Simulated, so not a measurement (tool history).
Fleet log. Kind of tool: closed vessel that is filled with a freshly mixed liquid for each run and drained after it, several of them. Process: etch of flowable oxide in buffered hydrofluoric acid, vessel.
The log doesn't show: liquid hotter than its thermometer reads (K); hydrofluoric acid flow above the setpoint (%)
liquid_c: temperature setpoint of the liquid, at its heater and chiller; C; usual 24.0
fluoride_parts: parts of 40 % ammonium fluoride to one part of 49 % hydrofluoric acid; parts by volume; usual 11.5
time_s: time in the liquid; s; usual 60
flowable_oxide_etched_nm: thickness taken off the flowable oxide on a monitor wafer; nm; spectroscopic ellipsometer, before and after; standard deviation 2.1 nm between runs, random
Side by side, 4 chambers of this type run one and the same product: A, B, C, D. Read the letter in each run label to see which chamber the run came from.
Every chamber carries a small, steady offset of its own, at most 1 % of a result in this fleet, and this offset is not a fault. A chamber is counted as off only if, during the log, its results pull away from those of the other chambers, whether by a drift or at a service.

run   hour  liquid_c  fluoride_parts  time_s  hours since the thermometer was replaced  hours since the hydrofluoric acid flow meter was replaced  read-back film thickness of the flowable oxide reference wafer, read on the same gauge (nm)  flowable_oxide_etched_nm
 1A    4.8      24.0            11.5      60                                     528.3                                                      226.9                                                                                       49.972                    222.60
 2D    9.0      24.0            11.5      60                                      83.6                                                       70.5                                                                                       50.025                    221.63
 3B   13.9      24.0            11.5      60                                     819.9                                                     1615.3                                                                                       50.012                    220.24
 4C   18.4      24.0            11.5      60                                     164.7                                                       37.1                                                                                       49.960                    220.72
 5D   21.7      24.0            11.5      60                                      96.3                                                       83.2                                                                                       49.958                    220.66
 6A   27.6      24.0            11.5      60                                     551.1                                                      249.7                                                                                       49.981                    226.58
 7C   34.2      24.0            11.5      60                                     180.5                                                       52.9                                                                                       49.978                    220.23
 8B   38.4      24.0            11.5      60                                     844.4                                                     1639.8                                                                                       49.990                    221.92
 9B   45.7      24.0            11.5      60                                     851.7                                                     1647.1                                                                                       49.983                    226.67
10C   49.8      24.0             9.5      60                                     196.1                                                       68.5                                                                                       49.984                    260.08
11A   56.3      24.0             9.5      60                                     579.8                                                      278.4                                                                                       49.974                    271.99
12D   62.0      24.0             9.5      60                                     136.6                                                      123.5                                                                                       50.072                    259.05
13D   67.7      24.0             9.5      60                                     142.3                                                      129.2                                                                                       49.920                    262.23
14C   71.2      27.0            11.5      30                                     217.5                                                       89.9                                                                                       50.016                    127.80
15B   76.5      27.0            11.5      30                                     882.5                                                     1677.9                                                                                       49.993                    131.00
16A   80.2      27.0            11.5      30                                     603.7                                                      302.3                                                                                       49.996                    140.67
17C   83.6      27.0            11.5      30                                     229.9                                                      102.3                                                                                       50.023                    129.37
18D   87.8      24.0            11.5      60                                     162.4                                                      149.3                                                                                       49.949                    219.77
19B   92.6      28.5            11.5      40                                     898.6                                                     1694.0                                                                                       49.943                    186.74
20A   98.1      28.5            11.5      40                                     621.6                                                      320.2                                                                                       50.033                    206.28
21D  103.7      28.5            11.5      40                                     178.3                                                      165.2                                                                                       50.010                    187.47
22B  110.3      28.5            11.5      40                                     916.3                                                     1711.7                                                                                       49.979                    188.69
23C  114.4      24.0            11.5      60                                     260.7                                                      133.1                                                                                       49.978                    219.09
24A  120.5      24.0            11.5      60                                     644.0                                                      342.6                                                                                       50.004                    247.75
25B  124.6      24.0            11.5      60                                     930.6                                                     1726.0                                                                                       50.006                    224.26

Read the log: is a single chamber off, either drifting away or since a service, is the gauge that measures every chamber drifting, or is nothing wrong beyond small per-chamber offsets? Name any odd chamber and what most likely caused it.

One chamber, A, drifts off from the rest bit by bit.
Likeliest cause: liquid hotter than its thermometer reads (K) = 2.39.
From this log alone, it may not be told apart from: hydrofluoric acid flow above the setpoint (%).

Chamber A could run next with any of the 4 candidate recipes listed below; each alters the usual settings, and their results appear as question marks. Which one brings its results back in line with what the other chambers deliver on the usual settings?
In line here means within this much of the mean the other chambers give on the usual settings: flowable_oxide_etched_nm 7.20 nm
26A-1  130.0      24.0            12.0      55                                                                                                                                                                                                                           ?
26A-2  130.0      26.5            11.5      60                                                                                                                                                                                                                           ?
26A-3  130.0      24.0            11.0      60                                                                                                                                                                                                                           ?
26A-4  130.0      23.0            11.5      60                                                                                                                                                                                                                           ?

Other chambers, usual settings, mean: flowable_oxide_etched_nm 221.37 nm
  run  flowable_oxide_etched_nm
26A-1                    219.48
26A-2                    284.81
26A-3                    260.28
26A-4                    236.47
It is 26A-1 that realigns the chamber with its peers.
